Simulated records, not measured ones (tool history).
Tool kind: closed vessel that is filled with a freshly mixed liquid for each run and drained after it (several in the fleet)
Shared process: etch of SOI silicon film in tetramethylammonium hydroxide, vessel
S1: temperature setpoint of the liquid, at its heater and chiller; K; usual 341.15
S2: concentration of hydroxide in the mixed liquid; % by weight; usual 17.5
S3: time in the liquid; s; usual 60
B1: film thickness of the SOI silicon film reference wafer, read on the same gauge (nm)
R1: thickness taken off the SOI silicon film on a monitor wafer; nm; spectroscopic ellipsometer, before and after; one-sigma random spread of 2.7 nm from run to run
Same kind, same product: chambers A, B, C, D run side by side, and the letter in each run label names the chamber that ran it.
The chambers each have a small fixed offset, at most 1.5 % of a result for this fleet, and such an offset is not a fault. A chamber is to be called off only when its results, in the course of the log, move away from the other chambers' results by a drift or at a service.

Run 1D, day 0.554: usual settings; B1 110.02. Result: R1 288.11 nm.
Run 2A, day 1.067: usual settings; B1 109.99. Result: R1 293.53 nm.
Run 3B, day 1.404: usual settings; B1 109.99. Result: R1 292.04 nm.
At day 1.871: chamber D: thermometer replaced.
Run 4C, day 1.979: usual settings; B1 109.98. Result: R1 294.01 nm.
Run 5D, day 2.371: usual settings; B1 109.99. Result: R1 285.95 nm.
Run 6B, day 2.867: usual settings; B1 109.98. Result: R1 292.22 nm.
Run 7A, day 3.496: usual settings; B1 110.02. Result: R1 288.83 nm.
Run 8C, day 4.162: usual settings; B1 109.98. Result: R1 290.17 nm.
Run 9B, day 4.521: usual settings; B1 109.99. Result: R1 291.17 nm.
Run 10C, day 5.179: usual settings but S1 345.65 K; B1 109.99. Result: R1 378.32 nm.
Run 11A, day 5.817: usual settings but S1 345.65 K; B1 110.03. Result: R1 378.99 nm.
Run 12D, day 6.454: usual settings but S1 345.65 K; B1 109.98. Result: R1 376.19 nm.
Run 13A, day 6.762: usual settings but S1 345.65 K; B1 109.96. Result: R1 375.44 nm.
Run 14C, day 7.171: usual settings but S3 45 s; B1 110.00. Result: R1 220.90 nm.
Run 15D, day 7.725: usual settings but S3 45 s; B1 109.98. Result: R1 217.66 nm.
Run 16B, day 8.325: usual settings but S3 45 s; B1 109.96. Result: R1 219.05 nm.
Run 17C, day 8.629: usual settings but S3 45 s; B1 109.99. Result: R1 221.62 nm.
Run 18D, day 9.088: usual settings; B1 109.97. Result: R1 288.07 nm.
Run 19A, day 9.496: usual settings; B1 110.06. Result: R1 291.83 nm.
Run 20B, day 10.083: usual settings; B1 110.00. Result: R1 292.80 nm.
Run 21B, day 10.567: usual settings; B1 109.98. Result: R1 287.43 nm.
Run 22D, day 10.954: usual settings; B1 109.98. Result: R1 286.83 nm.
Run 23A, day 11.396: usual settings; B1 110.02. Result: R1 291.11 nm.
Run 24C, day 11.883: usual settings; B1 109.97. Result: R1 291.50 nm.
At day 12.050: chamber D: hydroxide flow meter replaced.
Run 25B, day 12.425: usual settings; B1 109.98. Result: R1 285.19 nm.
Run 26C, day 13.050: usual settings; B1 110.02. Result: R1 289.37 nm.
Run 27D, day 13.571: usual settings; B1 110.03. Result: R1 288.96 nm.
Run 28A, day 13.867: usual settings; B1 109.98. Result: R1 287.50 nm.
Run 29A, day 14.304: usual settings; B1 110.02. Result: R1 290.55 nm.

For the next run the whole fleet of 4 chambers uses the same settings. Give each chamber's results:
Run 30A, day 14.792: usual settings but S3 80 s. Result: R1 ?.
Run 30B, day 14.792: usual settings but S3 80 s. Result: R1 ?.
Run 30C, day 14.792: usual settings but S3 80 s. Result: R1 ?.
Run 30D, day 14.792: usual settings but S3 80 s. Result: R1 ?.

run      R1
30A  386.56
30B  386.77
30C  381.97
30D  385.86

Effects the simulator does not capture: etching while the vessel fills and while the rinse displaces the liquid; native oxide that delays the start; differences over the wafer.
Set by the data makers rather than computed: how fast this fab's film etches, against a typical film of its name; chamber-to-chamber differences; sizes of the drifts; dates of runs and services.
